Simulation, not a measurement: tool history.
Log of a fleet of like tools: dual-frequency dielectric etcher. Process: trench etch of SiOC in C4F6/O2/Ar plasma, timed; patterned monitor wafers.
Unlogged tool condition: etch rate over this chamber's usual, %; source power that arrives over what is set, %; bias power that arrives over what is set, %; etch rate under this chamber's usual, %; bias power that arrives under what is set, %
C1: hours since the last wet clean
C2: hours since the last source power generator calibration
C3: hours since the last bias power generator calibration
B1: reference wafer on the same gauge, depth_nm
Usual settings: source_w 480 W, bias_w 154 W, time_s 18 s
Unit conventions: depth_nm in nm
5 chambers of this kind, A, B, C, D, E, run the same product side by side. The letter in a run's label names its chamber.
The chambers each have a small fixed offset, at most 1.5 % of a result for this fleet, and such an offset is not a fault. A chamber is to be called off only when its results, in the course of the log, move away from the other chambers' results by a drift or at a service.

-- hour=10.2 chamber A: wet clean of the chamber
run 1D hour=14.2 | source_w=480 bias_w=154 time_s=18 | C1=471.3 C2=2150.2 C3=102.8 | B1=38.591 | depth_nm=38.679
run 2B hour=21.3 | source_w=480 bias_w=154 time_s=18 | C1=280.3 C2=1451.9 C3=2084.5 | B1=38.576 | depth_nm=38.206
run 3A hour=30.1 | source_w=480 bias_w=154 time_s=18 | C1=20 C2=457.5 C3=123.5 | B1=38.579 | depth_nm=38.1
run 4E hour=44.3 | source_w=480 bias_w=154 time_s=18 | C1=284.6 C2=1232.6 C3=3152.5 | B1=38.561 | depth_nm=38.443
run 5C hour=51.6 | source_w=480 bias_w=187 time_s=20.5 | C1=169 C2=290.6 C3=380.3 | B1=38.563 | depth_nm=45.647
run 6A hour=61 | source_w=480 bias_w=187 time_s=20.5 | C1=50.9 C2=488.4 C3=154.4 | B1=38.562 | depth_nm=45.935
run 7B hour=75 | source_w=480 bias_w=187 time_s=20.5 | C1=334 C2=1505.6 C3=2138.2 | B1=38.549 | depth_nm=46.083
run 8E hour=87.1 | source_w=480 bias_w=187 time_s=20.5 | C1=327.4 C2=1275.4 C3=3195.3 | B1=38.552 | depth_nm=46.421
run 9D hour=94 | source_w=480 bias_w=187 time_s=20.5 | C1=551.1 C2=2230 C3=182.6 | B1=38.534 | depth_nm=46.581
run 10C hour=105.6 | source_w=480 bias_w=154 time_s=23 | C1=223 C2=344.6 C3=434.3 | B1=38.523 | depth_nm=48.32
run 11C hour=113.8 | source_w=480 bias_w=154 time_s=23 | C1=231.2 C2=352.8 C3=442.5 | B1=38.516 | depth_nm=48.18
-- hour=123.4 chamber B: wet clean of the chamber
run 12B hour=127.9 | source_w=480 bias_w=154 time_s=23 | C1=4.6 C2=1558.5 C3=2191.1 | B1=38.505 | depth_nm=48.659
run 13E hour=142.4 | source_w=480 bias_w=154 time_s=23 | C1=382.7 C2=1330.7 C3=3250.6 | B1=38.494 | depth_nm=48.977
run 14A hour=149.5 | source_w=480 bias_w=154 time_s=23 | C1=139.4 C2=576.9 C3=242.9 | B1=38.497 | depth_nm=48.648
run 15D hour=161.4 | source_w=480 bias_w=154 time_s=18 | C1=618.5 C2=2297.4 C3=250 | B1=38.475 | depth_nm=38.583
run 16A hour=170.3 | source_w=480 bias_w=154 time_s=18 | C1=160.2 C2=597.7 C3=263.7 | B1=38.487 | depth_nm=37.915
-- hour=180.5 chamber D: wet clean of the chamber
run 17C hour=180.6 | source_w=480 bias_w=154 time_s=18 | C1=298 C2=419.6 C3=509.3 | B1=38.471 | depth_nm=37.546
run 18B hour=192.9 | source_w=480 bias_w=154 time_s=18 | C1=69.6 C2=1623.5 C3=2256.1 | B1=38.484 | depth_nm=38.028
run 19D hour=204.7 | source_w=480 bias_w=154 time_s=18 | C1=24.2 C2=2340.7 C3=293.3 | B1=38.471 | depth_nm=38.553
-- hour=212.1 chamber B: bias power generator calibrated
run 20E hour=212.9 | source_w=480 bias_w=154 time_s=18 | C1=453.2 C2=1401.2 C3=3321.1 | B1=38.466 | depth_nm=38.225
run 21B hour=221.1 | source_w=480 bias_w=154 time_s=18 | C1=97.8 C2=1651.7 C3=9.1 | B1=38.443 | depth_nm=38.021
run 22D hour=229 | source_w=480 bias_w=154 time_s=18 | C1=48.5 C2=2365 C3=317.6 | B1=38.434 | depth_nm=38.429
run 23A hour=240 | source_w=480 bias_w=154 time_s=18 | C1=229.9 C2=667.4 C3=333.4 | B1=38.458 | depth_nm=38.05
run 24E hour=250.2 | source_w=480 bias_w=154 time_s=18 | C1=490.5 C2=1438.5 C3=3358.4 | B1=38.436 | depth_nm=38.265
run 25C hour=258.3 | source_w=480 bias_w=154 time_s=18 | C1=375.7 C2=497.3 C3=587 | B1=38.432 | depth_nm=37.604
run 26C hour=267.8 | source_w=480 bias_w=154 time_s=18 | C1=385.2 C2=506.8 C3=596.5 | B1=38.427 | depth_nm=37.564
run 27A hour=280.6 | source_w=480 bias_w=154 time_s=18 | C1=270.5 C2=708 C3=374 | B1=38.407 | depth_nm=37.891
run 28B hour=295.1 | source_w=480 bias_w=154 time_s=18 | C1=171.8 C2=1725.7 C3=83.1 | B1=38.394 | depth_nm=38.026
run 29D hour=301.5 | source_w=480 bias_w=154 time_s=18 | C1=121 C2=2437.5 C3=390.1 | B1=38.385 | depth_nm=38.341
-- hour=309.8 chamber E: wet clean of the chamber
run 30E hour=310.7 | source_w=480 bias_w=154 time_s=18 | C1=0.9 C2=1499 C3=3418.9 | B1=38.402 | depth_nm=38.338
run 31C hour=324.8 | source_w=480 bias_w=154 time_s=18 | C1=442.2 C2=563.8 C3=653.5 | B1=38.391 | depth_nm=37.535

For the next run the whole fleet of 5 chambers uses the same settings. Give each chamber's results:
run 32A hour=335.3 | source_w=480 bias_w=154 time_s=18 | depth_nm=?
run 32B hour=335.3 | source_w=480 bias_w=154 time_s=18 | depth_nm=?
run 32C hour=335.3 | source_w=480 bias_w=154 time_s=18 | depth_nm=?
run 32D hour=335.3 | source_w=480 bias_w=154 time_s=18 | depth_nm=?
run 32E hour=335.3 | source_w=480 bias_w=154 time_s=18 | depth_nm=?

run=32A depth_nm=37.869
run=32B depth_nm=37.896
run=32C depth_nm=37.52
run=32D depth_nm=38.294
run=32E depth_nm=38.23

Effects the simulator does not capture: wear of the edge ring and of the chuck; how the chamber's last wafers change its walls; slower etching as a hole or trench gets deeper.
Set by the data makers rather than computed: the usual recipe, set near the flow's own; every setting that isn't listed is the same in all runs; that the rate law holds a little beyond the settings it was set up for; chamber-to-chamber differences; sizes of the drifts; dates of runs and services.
